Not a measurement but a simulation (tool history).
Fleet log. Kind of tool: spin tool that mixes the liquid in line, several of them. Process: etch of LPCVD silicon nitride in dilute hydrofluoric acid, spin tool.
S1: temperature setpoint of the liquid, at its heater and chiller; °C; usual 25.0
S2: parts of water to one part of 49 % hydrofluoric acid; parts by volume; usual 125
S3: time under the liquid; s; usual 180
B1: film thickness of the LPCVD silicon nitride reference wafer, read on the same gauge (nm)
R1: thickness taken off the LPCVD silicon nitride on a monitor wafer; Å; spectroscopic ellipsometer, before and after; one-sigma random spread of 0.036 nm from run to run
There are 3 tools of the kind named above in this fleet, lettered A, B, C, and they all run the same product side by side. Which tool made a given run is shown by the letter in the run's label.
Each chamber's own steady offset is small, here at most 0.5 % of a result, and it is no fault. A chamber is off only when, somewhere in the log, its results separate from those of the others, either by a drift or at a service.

Run 1A, hour 11.1: usual settings; B1 30.056. Result: R1 6.8547 Å.
Run 2B, hour 27.7: usual settings; B1 30.026. Result: R1 7.0094 Å.
Run 3C, hour 44.3: usual settings; B1 30.031. Result: R1 8.2471 Å.
Run 4C, hour 53.3: usual settings; B1 30.016. Result: R1 7.0544 Å.
Run 5B, hour 64.8: usual settings; B1 29.954. Result: R1 8.2184 Å.
Run 6A, hour 75.3: usual settings; B1 30.044. Result: R1 7.4530 Å.
Run 7A, hour 91.9: usual settings; B1 30.000. Result: R1 7.2454 Å.
At hour 94.3: chamber A: hydrofluoric acid flow meter replaced.
Run 8C, hour 100.5: usual settings; B1 30.046. Result: R1 7.2167 Å.
Run 9B, hour 116.9: usual settings; B1 29.998. Result: R1 7.3398 Å.
Run 10C, hour 127.4: usual settings; B1 30.014. Result: R1 7.3036 Å.
Run 11A, hour 135.5: usual settings; B1 30.040. Result: R1 8.0947 Å.
Run 12B, hour 147.2: usual settings but S2 70 parts by volume, S3 235 s; B1 30.024. Result: R1 17.5860 Å.
Run 13B, hour 159.0: usual settings but S2 70 parts by volume, S3 235 s; B1 30.014. Result: R1 18.3260 Å.
Run 14A, hour 167.8: usual settings but S2 70 parts by volume, S3 235 s; B1 29.963. Result: R1 16.8560 Å.
Run 15C, hour 182.4: usual settings but S3 95 s; B1 29.978. Result: R1 4.1716 Å.
Run 16A, hour 192.3: usual settings but S3 95 s; B1 29.997. Result: R1 3.7122 Å.
Run 17B, hour 199.6: usual settings but S3 95 s; B1 30.018. Result: R1 3.7391 Å.
Run 18C, hour 215.5: usual settings but S1 20.5 °C, S3 220 s; B1 29.996. Result: R1 6.8064 Å.
Run 19C, hour 224.1: usual settings but S1 20.5 °C, S3 220 s; B1 29.982. Result: R1 6.9233 Å.
Run 20A, hour 237.5: usual settings but S1 20.5 °C, S3 220 s; B1 29.966. Result: R1 6.6664 Å.
Run 21B, hour 253.7: usual settings; B1 29.981. Result: R1 7.2970 Å.
Run 22A, hour 265.4: usual settings; B1 29.996. Result: R1 7.3006 Å.
Run 23B, hour 278.7: usual settings but S1 29.5 °C, S2 150 parts by volume; B1 29.973. Result: R1 7.6645 Å.
Run 24C, hour 287.2: usual settings but S1 29.5 °C, S2 150 parts by volume; B1 30.024. Result: R1 7.5129 Å.
Run 25A, hour 303.9: usual settings but S1 29.5 °C, S2 150 parts by volume; B1 29.975. Result: R1 8.5393 Å.
Run 26B, hour 311.7: usual settings; B1 29.975. Result: R1 7.4200 Å.
Run 27C, hour 327.1: usual settings; B1 30.004. Result: R1 7.2673 Å.
Run 28C, hour 337.2: usual settings; B1 29.977. Result: R1 7.7370 Å.
Run 29A, hour 350.1: usual settings; B1 30.013. Result: R1 8.2858 Å.
Run 30B, hour 361.3: usual settings; B1 30.016. Result: R1 7.7403 Å.
Run 31B, hour 375.7: usual settings but S2 180 parts by volume, S3 220 s; B1 29.982. Result: R1 5.8831 Å.
Run 32C, hour 389.9: usual settings but S2 180 parts by volume, S3 220 s; B1 30.003. Result: R1 5.6793 Å.

Read the log: is a single chamber off, either drifting away or since a service, is the gauge that measures every chamber drifting, or is nothing wrong beyond small per-chamber offsets? Name any odd chamber and what most likely caused it.

All chambers stay in line apart from their small fixed offsets, and the gauge does not drift.
